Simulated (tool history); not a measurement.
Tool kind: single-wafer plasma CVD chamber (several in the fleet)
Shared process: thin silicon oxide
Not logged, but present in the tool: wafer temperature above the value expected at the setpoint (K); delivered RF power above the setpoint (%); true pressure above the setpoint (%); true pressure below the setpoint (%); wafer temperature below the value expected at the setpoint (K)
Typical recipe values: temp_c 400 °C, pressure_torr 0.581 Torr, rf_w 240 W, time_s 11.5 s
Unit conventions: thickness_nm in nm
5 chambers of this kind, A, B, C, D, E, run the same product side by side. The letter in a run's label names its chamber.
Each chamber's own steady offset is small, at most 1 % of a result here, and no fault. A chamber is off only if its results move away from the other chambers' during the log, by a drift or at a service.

run,hour,temp_c,pressure_torr,rf_w,time_s,hours since the last thermocouple change,hours since the last RF generator calibration,hours since the last manometer calibration,"read-back reference wafer on the same gauge, thickness_nm",thickness_nm
1C,14.0,400,0.581,240,11.5,895.1,344.9,796.4,15.394,13.673
2B,26.5,400,0.581,240,11.5,758.6,1210.8,221.9,15.395,13.771
3A,35.9,400,0.581,240,11.5,490.1,1045.7,1217.5,15.403,13.790
4D,47.0,400,0.581,240,11.5,1024.7,1373.5,457.9,15.407,13.734
5E,60.5,400,0.581,240,11.5,1554.3,831.2,588.6,15.410,13.698
6D,67.0,400,0.581,240,11.5,1044.7,1393.5,477.9,15.405,13.627
7C,77.8,400,0.581,240,11.5,958.9,408.7,860.2,15.401,13.683
8B,86.0,400,0.581,240,11.5,818.1,1270.3,281.4,15.383,13.628
9E,93.9,400,0.581,240,11.5,1587.7,864.6,622.0,15.411,13.715
10A,106.4,400,0.581,240,11.5,560.6,1116.2,1288.0,15.411,13.813
11E,117.7,400,0.581,240,11.5,1611.5,888.4,645.8,15.395,13.750
12C,131.1,400,0.581,240,11.5,1012.2,462.0,913.5,15.382,13.714
# hour 137.4: chamber D: thermocouple changed; heater temperature recalibrated
13A,138.3,400,0.581,240,11.5,592.5,1148.1,1319.9,15.411,13.792
14B,148.3,400,0.581,240,11.5,880.4,1332.6,343.7,15.391,13.750
15D,158.6,400,0.581,240,11.5,21.2,1485.1,569.5,15.401,13.773
16C,168.0,400,0.581,240,11.5,1049.1,498.9,950.4,15.412,13.731
# hour 178.0: chamber C: thermocouple changed; heater temperature recalibrated
17D,179.3,400,0.581,240,11.5,41.9,1505.8,590.2,15.402,13.674
18B,192.9,400,0.581,240,11.5,925.0,1377.2,388.3,15.392,13.734
19E,203.2,393,0.581,260,11.5,1697.0,973.9,731.3,15.402,14.327
20A,213.5,393,0.581,260,11.5,667.7,1223.3,1395.1,15.401,14.384
21B,227.6,393,0.581,260,11.5,959.7,1411.9,423.0,15.394,14.183
# hour 231.2: chamber B: RF generator calibrated
22A,235.0,393,0.581,260,11.5,689.2,1244.8,1416.6,15.389,14.314
23D,248.8,393,0.581,260,11.5,111.4,1575.3,659.7,15.393,14.202
24E,259.4,400,0.581,240,11.5,1753.2,1030.1,787.5,15.414,13.589
25C,271.4,400,0.581,240,11.5,93.5,602.3,1053.8,15.381,13.814
26A,279.7,400,0.581,240,11.5,733.9,1289.5,1461.3,15.393,13.762
27B,287.1,400,0.694,275,11.5,1019.2,55.9,482.5,15.385,17.591
28D,298.0,400,0.694,275,11.5,160.6,1624.5,708.9,15.395,17.700
29E,312.0,400,0.694,275,11.5,1805.8,1082.7,840.1,15.382,17.748
30C,325.8,400,0.694,275,11.5,147.9,656.7,1108.2,15.396,17.771

Which is it: a chamber that has drifted or been left off by a service, a gauge drift common to all chambers, or only each chamber's usual small offset? If a chamber is off, name it and its likeliest cause.

Beyond each chamber's small constant offset nothing stands out, and the gauge stays steady.
